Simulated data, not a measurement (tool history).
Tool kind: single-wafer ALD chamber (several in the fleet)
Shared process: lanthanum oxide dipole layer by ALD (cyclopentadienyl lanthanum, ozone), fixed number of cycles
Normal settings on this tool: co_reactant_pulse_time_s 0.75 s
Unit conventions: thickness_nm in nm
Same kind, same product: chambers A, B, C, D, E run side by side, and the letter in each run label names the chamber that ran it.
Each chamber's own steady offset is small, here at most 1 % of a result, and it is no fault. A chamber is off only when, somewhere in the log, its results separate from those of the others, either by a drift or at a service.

run	day	co_reactant_pulse_time_s	read-back reference wafer on the same gauge, thickness_nm	thickness_nm
1A	0.325	0.75	0.413	0.45
2E	0.746	0.75	0.41302	0.44521
3D	1.146	0.75	0.41341	0.45001
4C	1.392	0.75	0.41305	0.44564
5B	1.754	0.75	0.4134	0.45221
6A	2.154	0.75	0.41346	0.44799
7D	2.4	0.75	0.41362	0.45082
8B	2.788	1.03	0.41368	0.50716
9E	3.233	1.03	0.41371	0.49974
10C	3.517	1.03	0.41388	0.50353
# day 3.571: chamber A: thermocouple changed; heater temperature recalibrated
11A	3.792	1.03	0.41376	0.50459
12E	4.225	1.03	0.41398	0.50083
13B	4.471	0.46	0.41407	0.35025
14D	4.729	0.46	0.41404	0.35148
15C	5.05	0.46	0.41418	0.34448
16A	5.346	0.46	0.41436	0.34981
# day 5.388: chamber E: thermocouple changed; heater temperature recalibrated
17C	5.575	0.46	0.41449	0.34423
18D	5.967	0.75	0.41455	0.45174
19E	6.242	0.75	0.41448	0.44637
# day 6.483: chamber C: ozone generator serviced
20B	6.708	0.75	0.41465	0.45298
21D	6.992	1.02	0.41457	0.50379
22C	7.225	1.02	0.41473	0.50389
23E	7.692	1.02	0.41479	0.49967
24A	7.967	1.02	0.41483	0.50414
25B	8.308	1.02	0.41497	0.50746
26C	8.754	0.75	0.41499	0.45024
# day 8.979: chamber D: ozone generator serviced
27D	9.221	0.75	0.41534	0.4525
28A	9.438	0.75	0.4153	0.45053
29B	9.65	0.75	0.41537	0.45417
30E	10.104	0.75	0.4154	0.44595
31E	10.479	0.75	0.41569	0.44694
32A	10.729	0.75	0.41557	0.45102
33B	10.983	0.75	0.41561	0.45293

Which is it: a chamber that has drifted or been left off by a service, a gauge drift common to all chambers, or only each chamber's usual small offset? If a chamber is off, name it and its likeliest cause.

None of the chambers is off. What moves is the gauge, dragging all their readings along together.
What lies behind it: gauge reads high (%) = 0.657.
